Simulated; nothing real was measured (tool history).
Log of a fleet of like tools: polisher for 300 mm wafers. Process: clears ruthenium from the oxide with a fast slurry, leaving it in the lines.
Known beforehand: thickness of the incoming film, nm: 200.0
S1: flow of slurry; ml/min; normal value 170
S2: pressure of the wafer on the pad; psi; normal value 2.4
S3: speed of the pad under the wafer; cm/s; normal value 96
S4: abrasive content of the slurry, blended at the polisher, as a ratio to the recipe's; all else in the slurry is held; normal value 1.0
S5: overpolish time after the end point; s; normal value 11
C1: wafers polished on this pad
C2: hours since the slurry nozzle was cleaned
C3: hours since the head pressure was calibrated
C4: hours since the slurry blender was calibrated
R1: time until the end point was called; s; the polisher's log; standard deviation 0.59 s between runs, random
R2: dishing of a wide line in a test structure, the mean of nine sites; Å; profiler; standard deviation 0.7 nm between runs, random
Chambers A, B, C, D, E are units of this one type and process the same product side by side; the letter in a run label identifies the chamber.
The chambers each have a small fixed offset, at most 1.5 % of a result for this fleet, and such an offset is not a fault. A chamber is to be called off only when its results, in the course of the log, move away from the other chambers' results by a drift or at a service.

run,hour,S1,S2,S3,S4,S5,C1,C2,C3,C4,R1,R2
1E,10.7,170,2.4,96,1.0,11,262,91.1,466.7,175.2,55.472,295.16
2B,21.8,170,2.4,96,1.0,11,313,64.5,103.6,194.0,55.961,311.61
# hour 21.9: chamber C: head pressure recalibrated
3D,30.1,170,2.4,96,1.0,11,421,133.4,318.0,198.8,56.236,315.82
4A,42.2,170,2.4,96,1.0,11,903,244.2,876.5,64.1,55.018,300.52
# hour 43.6: chamber D: slurry blender recalibrated
5C,53.5,170,2.4,96,1.0,11,443,389.6,31.7,121.7,56.673,298.48
# hour 58.5: chamber D: worn pad replaced by a new one
# hour 62.1: chamber B: worn pad replaced by a new one
6B,62.8,170,2.4,96,1.0,11,5,105.5,144.6,235.0,56.398,325.48
7E,69.9,170,2.4,96,1.0,11,704,150.3,525.9,234.4,55.011,307.25
8A,78.9,170,2.4,96,1.0,11,1176,280.9,913.2,100.8,56.241,309.01
# hour 84.8: chamber A: worn pad replaced by a new one
9D,88.3,170,2.4,96,1.0,11,222,191.6,376.2,44.7,55.292,303.36
10C,99.2,170,2.4,96,1.0,11,784,435.3,77.4,167.4,55.305,314.50
# hour 100.9: chamber E: worn pad replaced by a new one
11E,107.8,170,2.4,96,0.7,11,51,188.2,563.8,272.3,66.583,255.99
# hour 115.0: chamber E: slurry nozzle cleaned
12D,118.0,170,2.4,96,0.7,11,443,221.3,405.9,74.4,69.516,262.97
# hour 118.2: chamber C: worn pad replaced by a new one
13A,127.4,170,2.4,96,0.7,11,318,329.4,961.7,149.3,66.861,251.32
# hour 131.4: chamber D: head pressure recalibrated
14C,136.5,170,2.4,96,0.7,11,137,472.6,114.7,204.7,67.995,265.65
15B,143.2,170,2.4,96,0.7,11,605,185.9,225.0,315.4,67.235,252.85
16B,149.0,170,2.4,96,1.0,11,648,191.7,230.8,321.2,55.383,294.70
# hour 153.8: chamber B: worn pad replaced by a new one
# hour 155.8: chamber D: worn pad replaced by a new one
# hour 158.4: chamber E: slurry blender recalibrated
17C,161.0,170,2.4,96,1.0,11,319,497.1,139.2,229.2,55.890,287.18
18D,172.9,170,2.4,96,1.0,11,128,276.2,41.5,129.3,56.069,311.41
19A,181.5,170,2.4,96,1.0,11,721,383.5,1015.8,203.4,56.832,302.45
# hour 193.3: chamber E: head pressure recalibrated
20E,193.7,205,2.4,96,1.0,13,692,78.8,0.5,35.4,53.416,345.12
21B,202.6,205,2.4,96,1.0,13,364,245.3,284.4,374.8,54.860,379.41
22A,212.6,205,2.4,96,1.0,13,953,414.6,1046.9,234.5,54.563,375.87
# hour 213.2: chamber E: worn pad replaced by a new one
23D,219.0,205,2.4,96,1.0,13,471,322.3,87.6,175.4,54.496,358.88
24C,225.4,205,2.4,96,1.0,13,799,561.5,203.6,293.6,56.295,351.78
# hour 226.4: chamber A: worn pad replaced by a new one
25E,232.8,125,2.4,120,1.0,11,146,117.9,39.6,74.5,46.490,367.07
# hour 237.6: chamber B: worn pad replaced by a new one
26C,243.3,125,2.4,120,1.0,11,933,579.4,221.5,311.5,49.802,341.50
# hour 248.7: chamber A: slurry blender recalibrated
27B,249.7,125,2.4,120,1.0,11,90,292.4,331.5,421.9,46.946,350.33
# hour 254.9: chamber C: worn pad replaced by a new one
# hour 256.0: chamber D: worn pad replaced by a new one
# hour 256.4: chamber B: slurry blender recalibrated
28A,261.2,125,2.4,120,1.0,11,259,463.2,1095.5,12.6,47.796,357.73
29D,269.8,125,2.4,120,1.0,11,102,373.1,138.4,226.2,47.767,340.36
30E,280.7,170,2.4,96,1.0,11,503,165.8,87.5,122.4,56.053,300.18
31D,290.8,170,2.4,96,1.0,11,259,394.1,159.4,247.2,57.195,293.43
32B,301.7,170,2.4,96,1.0,11,478,344.4,383.5,45.3,55.143,315.68
33C,312.7,170,2.4,96,1.0,11,431,648.8,290.9,380.9,60.536,276.92
# hour 320.0: chamber A: slurry nozzle cleaned
34E,323.0,170,2.4,96,1.0,11,819,208.1,129.8,164.7,55.486,299.04
35A,331.3,170,2.4,96,1.0,11,782,11.3,1165.6,82.7,56.717,308.47

Next, every chamber runs the same settings. What will each give?
36A,340.2,170,2.4,96,1.0,15,,,,,?,?
36B,340.2,170,2.4,96,1.0,15,,,,,?,?
36C,340.2,170,2.4,96,1.0,15,,,,,?,?
36D,340.2,170,2.4,96,1.0,15,,,,,?,?
36E,340.2,170,2.4,96,1.0,15,,,,,?,?

run,R1,R2
36A,56.317,402.38
36B,56.702,399.11
36C,61.831,357.45
36D,56.821,402.78
36E,55.594,380.93

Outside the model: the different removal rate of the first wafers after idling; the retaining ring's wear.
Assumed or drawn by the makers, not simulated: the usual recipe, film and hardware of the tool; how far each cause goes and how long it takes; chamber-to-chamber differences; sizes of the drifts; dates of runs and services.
